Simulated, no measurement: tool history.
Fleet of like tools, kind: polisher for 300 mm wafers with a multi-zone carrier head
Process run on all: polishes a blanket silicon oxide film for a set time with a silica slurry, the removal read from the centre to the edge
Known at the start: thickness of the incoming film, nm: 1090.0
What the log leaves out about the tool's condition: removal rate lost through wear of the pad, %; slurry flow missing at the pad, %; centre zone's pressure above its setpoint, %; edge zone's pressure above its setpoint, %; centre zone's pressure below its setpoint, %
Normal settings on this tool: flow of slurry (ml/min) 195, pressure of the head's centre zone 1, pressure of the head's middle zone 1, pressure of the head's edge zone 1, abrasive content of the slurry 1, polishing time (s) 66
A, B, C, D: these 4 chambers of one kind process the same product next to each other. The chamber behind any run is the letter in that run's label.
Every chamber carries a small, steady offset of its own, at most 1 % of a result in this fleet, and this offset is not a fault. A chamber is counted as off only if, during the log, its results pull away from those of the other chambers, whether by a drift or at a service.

run	hour	flow of slurry (ml/min)	pressure of the head's centre zone	pressure of the head's middle zone	pressure of the head's edge zone	abrasive content of the slurry	polishing time (s)	wafers polished on this pad	hours since the slurry nozzle was cleaned	hours since the centre zone pressure was calibrated	hours since the edge zone pressure was calibrated	film removed at the wafer's centre (angstrom)	film removed at mid-radius (angstrom)	film removed at the wafer's edge (angstrom)
1C	4.1	195	1	1	1	1	66	631	325.5	560.4	1176.7	2919	2807	2788.6
2D	9.2	195	1	1	1	1	66	408	86.7	820.3	72.6	2828.6	2828.8	2820.6
3A	13.2	195	1	1	1	1	66	444	306.3	440.9	269.3	2888.8	2886.2	2809.2
# hour 13.8: chamber C: slurry nozzle cleaned
4B	17.3	195	1	1	1	1	66	335	229	243.9	252.7	2823.7	2798.6	2827.2
5B	21.3	195	1	1	1	1	66	374	233	247.9	256.7	2782.6	2813.9	2831.6
# hour 26.7: chamber B: slurry nozzle cleaned
6D	26.8	195	1	1	1	1	66	579	104.3	837.9	90.2	2856.5	2804.1	2862.4
# hour 31.8: chamber C: worn pad replaced by a new one
7C	32	195	1	1	1	1	66	2	18.3	588.3	1204.6	2902.8	2809.6	2804.7
8A	35.1	195	1	1	1	1	66	658	328.2	462.8	291.2	2850	2872.8	2835.2
9A	39.4	195	1	1	1	1	66	700	332.5	467.1	295.5	2852.2	2810.7	2849.2
# hour 41.8: chamber B: worn pad replaced by a new one
10D	42.7	195	1	1	1	1	66	734	120.2	853.8	106.1	2814.1	2850.8	2830
11C	47.8	195	1	1	1	1	66	156	34.1	604.1	1220.4	2886.5	2788.8	2861.1
12B	51.8	195	1	1	1	1	66	97	25.1	278.4	287.2	2800.8	2811.1	2836.5
# hour 52: chamber D: worn pad replaced by a new one
13C	56.6	195	1	1	1	1	66	242	42.9	612.9	1229.2	2793.6	2847.7	2854.5
14D	59.3	155	1	1	1	1	85	71	136.8	870.4	122.7	3501.4	3508.8	3602.9
15A	64.9	155	1	1	1	1	85	949	358	492.6	321	3533.7	3537.2	3553.6
16B	70.2	155	1	1	1	1	85	276	43.5	296.8	305.6	3591.8	3562.6	3485.5
17A	74.4	155	1	1	1	1	85	1041	367.5	502.1	330.5	3375.4	3537.2	3533.8
18C	77	195	1	1	1	1	66	441	63.3	633.3	1249.6	2849.3	2815.1	2814.2
19B	80.6	195	1	1	1	1	66	378	53.9	307.2	316	2789.4	2875.6	2839.2
20D	83.2	195	1	1	1	1	66	304	160.7	894.3	146.6	2872.1	2884.1	2893.2
21C	86.5	195	1	1	1	1	66	533	72.8	642.8	1259.1	2889.7	2830.6	2833.9
22B	89.1	195	1	1	1	1	66	461	62.4	315.7	324.5	2866.8	2858.7	2841.3
23D	93	195	1	1	1	1	79	400	170.5	904.1	156.4	3447.4	3436.7	3407.2
# hour 94.1: chamber D: centre zone pressure recalibrated
24A	97	195	1	1	1	1	79	1261	390.1	524.7	353.1	3410.7	3447.7	3398.4
25D	99.8	195	1	1	1	1	79	466	177.3	5.7	163.2	3174.3	3372.1	3454
# hour 101.1: chamber B: worn pad replaced by a new one
# hour 103.4: chamber A: centre zone pressure recalibrated
26B	104.6	195	1	1	1	1	79	34	77.9	331.2	340	3416	3433.2	3401.9
27A	108.6	195	1	1	1	1	66	1375	401.7	5.2	364.7	2834	2904.6	2819.1
28C	113.7	195	1	1	1	1	66	798	100	670	1286.3	2918.9	2836.7	2840.2
# hour 115.4: chamber A: worn pad replaced by a new one
# hour 117: chamber D: slurry nozzle cleaned
29A	119	195	1	1	1	1	66	35	412.1	15.6	375.1	2888.2	2838.7	2875.8
30B	122.5	165	1.04	1	1	1	66	208	95.8	349.1	357.9	2868.8	2750.6	2802.5
31C	127.6	165	1.04	1	1	1	66	934	113.9	683.9	1300.2	2867	2746.1	2788.7
# hour 128.2: chamber C: worn pad replaced by a new one
32D	132.4	165	1.04	1	1	1	66	784	15.4	38.3	195.8	2748.1	2767.6	2793.7
33B	136.6	165	1.04	1	1	1	66	346	109.9	363.2	372	2838.7	2758.6	2759
34C	140.2	195	1	1	1	1	66	117	126.5	696.5	1312.8	2914.1	2801.4	2846.4
35D	145.4	195	1	1	1	1	66	911	28.4	51.3	208.8	2604.8	2850	2852.5
36A	149.7	195	1	1	1	1	66	335	442.8	46.3	405.8	2880	2843.2	2794.5
37D	153	195	1	1	1	1	66	985	36	58.9	216.4	2678.6	2871.7	2827.4
# hour 154.1: chamber A: slurry nozzle cleaned
38B	158.4	195	1	1	1	1	66	558	131.7	385	393.8	2824.6	2856	2817.2
39A	162.8	195	1	1	1	1	66	462	8.7	59.4	418.9	2777.3	2867.9	2822.7

Is one chamber off against the others, does the gauge drift, or is nothing wrong? If a chamber is off, say which, and what the likeliest cause is.

The work done on chamber D during a service left it standing apart from the others.
Most likely cause: centre zone's pressure below its setpoint, % = 6.38.

Which of the 4 candidates below, each the usual settings with something changed and its results left as question marks, puts chamber D back in line with what the other chambers give on the usual settings?
In line here means within this much of the mean the other chambers give on the usual settings: film removed at the wafer's centre (angstrom) 130; film removed at mid-radius (angstrom) 71; film removed at the wafer's edge (angstrom) 83
40D-1	167	205	1.13	0.98	0.95	1	67					?	?	?
40D-2	167	185	0.88	1.02	1.04	1	66					?	?	?
40D-3	167	190	0.94	1.01	1.02	1	66					?	?	?
40D-4	167	200	1.06	0.99	0.98	1	66					?	?	?

What the other chambers average on the usual settings: film removed at the wafer's centre (angstrom) 2849; film removed at mid-radius (angstrom) 2834.1; film removed at the wafer's edge (angstrom) 2836.2
run	film removed at the wafer's centre (angstrom)	film removed at mid-radius (angstrom)	film removed at the wafer's edge (angstrom)
40D-1	3061.2	2841.1	2834.7
40D-2	2250.8	2861	2895.2
40D-3	2433.3	2846.5	2874.2
40D-4	2801.2	2815.4	2830.4
It is 40D-4 that realigns the chamber with its peers.
